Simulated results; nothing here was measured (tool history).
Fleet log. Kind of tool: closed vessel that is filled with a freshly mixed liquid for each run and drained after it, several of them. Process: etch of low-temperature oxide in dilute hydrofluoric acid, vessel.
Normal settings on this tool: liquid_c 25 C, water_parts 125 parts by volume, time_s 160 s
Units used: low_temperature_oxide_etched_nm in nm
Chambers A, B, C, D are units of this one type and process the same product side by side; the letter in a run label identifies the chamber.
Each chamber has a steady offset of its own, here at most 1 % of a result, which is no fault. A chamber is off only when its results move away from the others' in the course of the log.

run   hour  liquid_c  water_parts  time_s  hours since the thermometer was replaced  hours since the hydrofluoric acid flow meter was replaced  read-back film thickness of the low-temperature oxide reference wafer, read on the same gauge (nm)  low_temperature_oxide_etched_nm
 1C    9.8        25          125     160                                     328.3                                                       33.3                                                                                                 120                           14.334
 2A   17.7        25          125     160                                      2153                                                       21.4                                                                                                 120                           14.394
 3B     29        25          125     160                                     175.5                                                      177.5                                                                                                 120                           14.345
 4D   37.2        25          125     160                                     716.6                                                      365.4                                                                                              119.99                           14.251
 5C   46.1        25          125     160                                     364.6                                                       69.6                                                                                                 120                           14.301
 6B   54.3        25          125     160                                     200.8                                                      202.8                                                                                              119.99                            14.41
 7A   63.9        25          125     160                                    2199.2                                                       67.6                                                                                              119.99                           14.368
 8D   72.2        25          125     160                                     751.6                                                      400.4                                                                                                 120                           14.197
      77.7  -- chamber D: hydrofluoric acid flow meter replaced
 9A   80.9        25          125     160                                    2216.2                                                       84.6                                                                                                 120                           14.287
10C   92.1        25          125     160                                     410.6                                                      115.6                                                                                                 120                           14.157
11D  101.4        25          125     160                                     780.8                                                       23.7                                                                                              120.01                           14.285
12B  113.1        25          125     160                                     259.6                                                      261.6                                                                                              120.01                           14.255
13B  121.1        25          125     160                                     267.6                                                      269.6                                                                                              120.01                            14.35
14D  128.7        29           80     160                                     808.1                                                         51                                                                                              119.99                           28.273
15C  140.2        29           80     160                                     458.7                                                      163.7                                                                                              120.01                           27.718
16A  149.4        29           80     160                                    2284.7                                                      153.1                                                                                                 120                           27.539
17D  160.6        29           80     160                                       840                                                       82.9                                                                                              120.01                           28.301
18B  167.8        25          125     160                                     314.3                                                      316.3                                                                                              120.03                           14.246
19A  173.2        25          125      70                                    2308.5                                                      176.9                                                                                              120.01                           6.2689
20C  183.2        25          125      70                                     501.7                                                      206.7                                                                                                 120                           6.2038
21A  188.9        25          125      70                                    2324.2                                                      192.6                                                                                              120.02                           6.2509
22D    197        25          125      70                                     876.4                                                      119.3                                                                                                 120                           6.4054
23B  205.8        25          125     160                                     352.3                                                      354.3                                                                                              120.02                             14.3
24C  212.3        25          125     160                                     530.8                                                      235.8                                                                                              119.98                           14.166
25B  222.3        25          170     160                                     368.8                                                      370.8                                                                                              119.99                            10.05
26C  232.9        25          170     160                                     551.4                                                      256.4                                                                                              120.01                           9.8388
27D  244.3        25          170     160                                     923.7                                                      166.6                                                                                              119.98                           10.171
28A    256        25          170     160                                    2391.3                                                      259.7                                                                                              120.01                           10.001
29D  267.4        25          125     160                                     946.8                                                      189.7                                                                                                 120                           14.696
30C  277.9      28.5          180     160                                     596.4                                                      301.4                                                                                                 120                           10.461
31A  289.6      28.5          180     160                                    2424.9                                                      293.3                                                                                                 120                           10.722
32B  301.1      28.5          180     160                                     447.6                                                      449.6                                                                                              120.01                           10.612
33C  312.8      28.5          180     160                                     631.3                                                      336.3                                                                                                 120                           10.387
34A  322.6        25          125     160                                    2457.9                                                      326.3                                                                                                 120                           14.373
     330.3  -- chamber B: hydrofluoric acid flow meter replaced
35B  333.5        25          125     160                                       480                                                        3.3                                                                                              120.02                           14.357
36D  338.8        25          125     160                                    1018.2                                                      261.1                                                                                                 120                           14.715
37A  349.6        25          125     160                                    2484.9                                                      353.3                                                                                              120.02                           14.358

The same settings go to every chamber for the next run, one line per chamber below. Forecast the results for each:
38A  358.1        25          125     160                                                                                                                                                                                                                                         ?
38B  358.1        25          125     160                                                                                                                                                                                                                                         ?
38C  358.1        25          125     160                                                                                                                                                                                                                                         ?
38D  358.1        25          125     160                                                                                                                                                                                                                                         ?

run  low_temperature_oxide_etched_nm
38A                           14.387
38B                           14.476
38C                           14.126
38D                           14.843

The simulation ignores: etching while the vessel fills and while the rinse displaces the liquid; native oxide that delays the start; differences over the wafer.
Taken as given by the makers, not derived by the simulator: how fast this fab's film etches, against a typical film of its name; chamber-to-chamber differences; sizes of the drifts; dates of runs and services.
